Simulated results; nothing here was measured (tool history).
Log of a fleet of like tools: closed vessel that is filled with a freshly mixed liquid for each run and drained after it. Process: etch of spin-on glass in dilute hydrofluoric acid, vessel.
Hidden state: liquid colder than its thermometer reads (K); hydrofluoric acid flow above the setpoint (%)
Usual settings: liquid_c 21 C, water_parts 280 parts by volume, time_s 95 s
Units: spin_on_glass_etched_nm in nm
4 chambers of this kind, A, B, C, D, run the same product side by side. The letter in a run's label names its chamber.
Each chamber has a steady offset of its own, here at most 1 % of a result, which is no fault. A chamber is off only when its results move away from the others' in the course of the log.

run	hour	liquid_c	water_parts	time_s	hours since the thermometer was replaced	hours since the hydrofluoric acid flow meter was replaced	read-back film thickness of the spin-on glass reference wafer, read on the same gauge (nm)	spin_on_glass_etched_nm
1C	7.2	21	280	95	748.9	702.5	29.995	15.881
2B	12.7	21	280	95	1741.1	694.4	29.982	16.105
# hour 12.9: chamber D: thermometer replaced
3A	19.2	21	280	95	297	484.3	30	15.971
4D	25.2	21	280	95	12.3	45.2	30.002	15.908
5B	29.3	24	280	95	1757.7	711	30.007	17.715
6C	35.6	24	280	95	777.3	730.9	30.027	17.768
7D	43.5	24	280	95	30.6	63.5	30.035	17.706
8A	50.9	24	280	95	328.7	516	29.997	17.773
9A	56.1	21	280	95	333.9	521.2	29.984	15.949
10B	59.9	21	280	95	1788.3	741.6	29.967	15.831
11D	65.2	21	280	95	52.3	85.2	29.992	16.044
12C	70.4	21	280	95	812.1	765.7	29.986	16.04
13C	78.1	21	280	95	819.8	773.4	29.983	16.049
14B	83	21	280	95	1811.4	764.7	30.013	16.103
15D	88.5	21	280	95	75.6	108.5	30.013	15.899
16A	92	21	280	95	369.8	557.1	29.986	15.974
17C	95.6	21	280	95	837.3	790.9	29.972	16.207
18D	101.6	21	280	95	88.7	121.6	29.988	16.079
19A	105.1	21	280	95	382.9	570.2	29.995	16.034
20B	109	21	280	95	1837.4	790.7	29.996	15.852
21A	113.4	21	280	95	391.2	578.5	29.987	15.919
22D	121.2	23	280	45	108.3	141.2	29.966	8.1482
23C	126.3	23	280	45	868	821.6	29.986	8.3603
24B	131.5	23	280	45	1859.9	813.2	30.022	8.0639
25A	136.9	23	280	45	414.7	602	29.999	8.0639
26B	144.9	21	280	95	1873.3	826.6	30.04	15.903

What goes on in this fleet: one chamber off, a drifting gauge, or nothing beyond the chambers' own small offsets? Name the chamber and the cause, if any.

Chamber C drifts away from the others.
Cause: hydrofluoric acid flow above the setpoint (%) = 2.48.
The log may not tell that from: liquid hotter than its thermometer reads (K).

Here are 4 candidates for chamber C's next run, each the usual settings with a change, their results left as question marks. Which one brings its results back in line with what the others give on the usual settings?
In line means no further than this from the other chambers' mean on the usual settings: spin_on_glass_etched_nm 0.29 nm
27C-1	150.8	22	280	95				?
27C-2	150.8	21	265	95				?
27C-3	150.8	21	295	95				?
27C-4	150.8	20	280	95				?

The other chambers' mean on the usual settings: spin_on_glass_etched_nm 15.944 nm
run	spin_on_glass_etched_nm
27C-1	17.121
27C-2	17.711
27C-3	15.449
27C-4	15.93
27C-4 brings the chamber back in line.
